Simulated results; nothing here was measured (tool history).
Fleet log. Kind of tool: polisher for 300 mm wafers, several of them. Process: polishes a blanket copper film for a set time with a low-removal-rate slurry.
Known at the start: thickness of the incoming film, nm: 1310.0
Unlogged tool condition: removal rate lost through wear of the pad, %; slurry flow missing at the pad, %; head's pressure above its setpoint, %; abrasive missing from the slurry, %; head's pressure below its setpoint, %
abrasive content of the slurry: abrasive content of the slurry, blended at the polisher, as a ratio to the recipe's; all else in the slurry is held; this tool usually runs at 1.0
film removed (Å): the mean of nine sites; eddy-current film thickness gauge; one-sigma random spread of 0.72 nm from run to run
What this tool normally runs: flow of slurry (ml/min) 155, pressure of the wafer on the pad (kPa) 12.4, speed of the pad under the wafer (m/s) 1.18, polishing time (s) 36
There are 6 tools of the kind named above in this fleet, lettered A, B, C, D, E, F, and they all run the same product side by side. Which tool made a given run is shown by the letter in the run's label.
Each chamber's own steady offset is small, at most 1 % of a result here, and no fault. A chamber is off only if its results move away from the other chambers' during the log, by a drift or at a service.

run,day,flow of slurry (ml/min),pressure of the wafer on the pad (kPa),speed of the pad under the wafer (m/s),abrasive content of the slurry,polishing time (s),wafers polished on this pad,hours since the slurry nozzle was cleaned,hours since the head pressure was calibrated,hours since the slurry blender was calibrated,film removed (Å)
# day 0.321: chamber A: worn pad replaced by a new one
1E,0.346,155,12.4,1.18,1.0,36,314,587.7,174.0,309.7,670.68
# day 0.408: chamber F: slurry blender recalibrated
2F,0.650,155,12.4,1.18,1.0,36,761,63.1,588.8,5.8,688.16
3B,0.921,155,12.4,1.18,1.0,36,857,573.0,260.4,52.5,675.04
# day 1.117: chamber B: worn pad replaced by a new one
4C,1.171,155,12.4,1.18,1.0,36,912,442.8,87.9,187.2,676.84
# day 1.283: chamber C: worn pad replaced by a new one
5D,1.400,155,12.4,1.18,1.0,36,594,46.4,239.8,36.6,681.63
# day 1.708: chamber E: slurry blender recalibrated
6A,1.712,135,14.5,1.18,1.0,36,352,229.5,358.0,305.0,768.79
# day 1.900: chamber E: worn pad replaced by a new one
7D,1.962,135,14.5,1.18,1.0,36,736,59.9,253.3,50.1,760.31
# day 2.038: chamber C: slurry nozzle cleaned
8C,2.333,135,14.5,1.18,1.0,36,266,7.1,115.8,215.1,762.35
9F,2.725,135,14.5,1.18,1.0,36,1286,112.9,638.6,55.6,780.91
10B,3.129,135,14.5,1.18,1.0,36,510,626.0,313.4,105.5,770.61
# day 3.300: chamber F: worn pad replaced by a new one
# day 3.379: chamber C: slurry blender recalibrated
11A,3.512,135,14.5,1.18,1.0,36,808,272.7,401.2,348.2,773.19
# day 3.579: chamber B: slurry nozzle cleaned
# day 3.767: chamber B: head pressure recalibrated
12E,3.817,155,15.2,0.78,1.0,36,486,671.0,257.3,50.7,549.55
13E,4.046,155,15.2,0.78,1.0,36,544,676.5,262.8,56.2,546.81
14F,4.342,155,15.2,0.78,1.0,36,263,151.7,677.4,94.4,550.62
# day 4.504: chamber B: worn pad replaced by a new one
# day 4.525: chamber D: worn pad replaced by a new one
15A,4.712,155,15.2,0.78,1.0,36,1111,301.5,430.0,377.0,546.99
# day 5.058: chamber E: worn pad replaced by a new one
# day 5.075: chamber C: worn pad replaced by a new one
16C,5.108,155,15.2,0.78,1.0,36,8,73.7,182.4,41.6,551.13
# day 5.117: chamber E: slurry nozzle cleaned
# day 5.208: chamber A: slurry blender recalibrated
17D,5.479,155,15.2,0.78,1.0,36,241,144.3,337.7,134.5,511.84
18B,5.671,155,12.4,1.18,1.0,36,295,50.2,45.7,166.5,678.31
# day 5.712: chamber F: slurry nozzle cleaned
# day 5.829: chamber F: head pressure recalibrated
19F,5.892,155,12.4,1.18,1.0,36,656,4.3,1.6,131.6,691.76
20B,6.296,155,12.4,1.18,1.0,36,453,65.2,60.7,181.5,674.36
21A,6.542,155,11.0,1.18,1.0,27,1574,345.4,473.9,32.0,452.02
# day 6.608: chamber A: worn pad replaced by a new one
22D,6.942,155,11.0,1.18,1.0,27,612,179.4,372.8,169.6,430.57
23E,7.196,155,11.0,1.18,1.0,27,541,49.9,338.4,131.8,449.67
24C,7.488,155,11.0,1.18,1.0,27,611,130.8,239.5,98.7,450.33
# day 7.504: chamber E: worn pad replaced by a new one
# day 7.675: chamber B: worn pad replaced by a new one
25A,7.788,155,11.0,1.18,1.0,27,298,375.3,503.8,61.9,450.25
26C,8.121,155,11.0,1.18,1.0,27,771,146.0,254.7,113.9,452.96
27F,8.429,155,12.4,1.18,1.0,36,1298,65.2,62.5,192.5,674.18
28B,8.788,155,12.4,1.18,1.0,36,282,125.0,120.5,241.3,681.41
# day 9.021: chamber C: worn pad replaced by a new one
29D,9.162,155,12.4,1.18,1.0,36,1174,232.7,426.1,222.9,628.01
30E,9.396,155,12.4,1.18,1.0,36,479,102.7,391.2,184.6,683.91
31D,9.696,120,12.4,1.18,1.0,36,1309,245.5,438.9,235.7,587.56
# day 9.842: chamber F: worn pad replaced by a new one
32F,10.017,120,12.4,1.18,1.0,36,44,103.3,100.6,230.6,647.96
# day 10.254: chamber E: worn pad replaced by a new one
# day 10.429: chamber D: worn pad replaced by a new one
33A,10.442,120,12.4,1.18,1.0,36,970,439.0,567.5,125.6,651.63
34C,10.725,120,12.4,1.18,1.0,36,431,208.5,317.2,176.4,643.22
35B,10.971,120,12.4,1.18,1.0,36,835,177.4,172.9,293.7,649.66
36E,11.329,120,12.4,1.18,1.0,36,273,149.1,437.6,231.0,646.53
# day 11.558: chamber B: worn pad replaced by a new one
37D,11.583,155,12.4,1.18,1.0,36,292,290.8,484.2,281.0,611.62
38E,11.833,155,10.3,1.40,1.0,36,400,161.2,449.7,243.1,662.73
# day 11.871: chamber A: worn pad replaced by a new one
# day 11.917: chamber D: slurry nozzle cleaned
# day 11.933: chamber F: slurry blender recalibrated
39B,12.038,155,10.3,1.40,1.0,36,122,203.0,198.5,319.3,692.38
40C,12.358,155,10.3,1.40,1.0,36,845,247.7,356.4,215.6,668.26
41A,12.746,155,10.3,1.40,1.0,36,222,494.3,622.8,180.9,670.70
42F,13.129,155,10.3,1.40,1.0,36,832,178.0,175.3,28.7,672.40
43F,13.508,155,10.3,1.40,1.0,36,928,187.1,184.4,37.8,662.03
44D,13.917,155,12.4,1.18,1.0,36,883,48.1,540.2,337.0,589.30

For the next run the whole fleet of 6 chambers uses the same settings. Give each chamber's results:
45A,14.217,155,12.4,1.18,0.7,36,,,,,?
45B,14.217,155,12.4,1.18,0.7,36,,,,,?
45C,14.217,155,12.4,1.18,0.7,36,,,,,?
45D,14.217,155,12.4,1.18,0.7,36,,,,,?
45E,14.217,155,12.4,1.18,0.7,36,,,,,?
45F,14.217,155,12.4,1.18,0.7,36,,,,,?

run,film removed (Å)
45A,632.68
45B,625.87
45C,637.40
45D,552.65
45E,636.21
45F,622.95
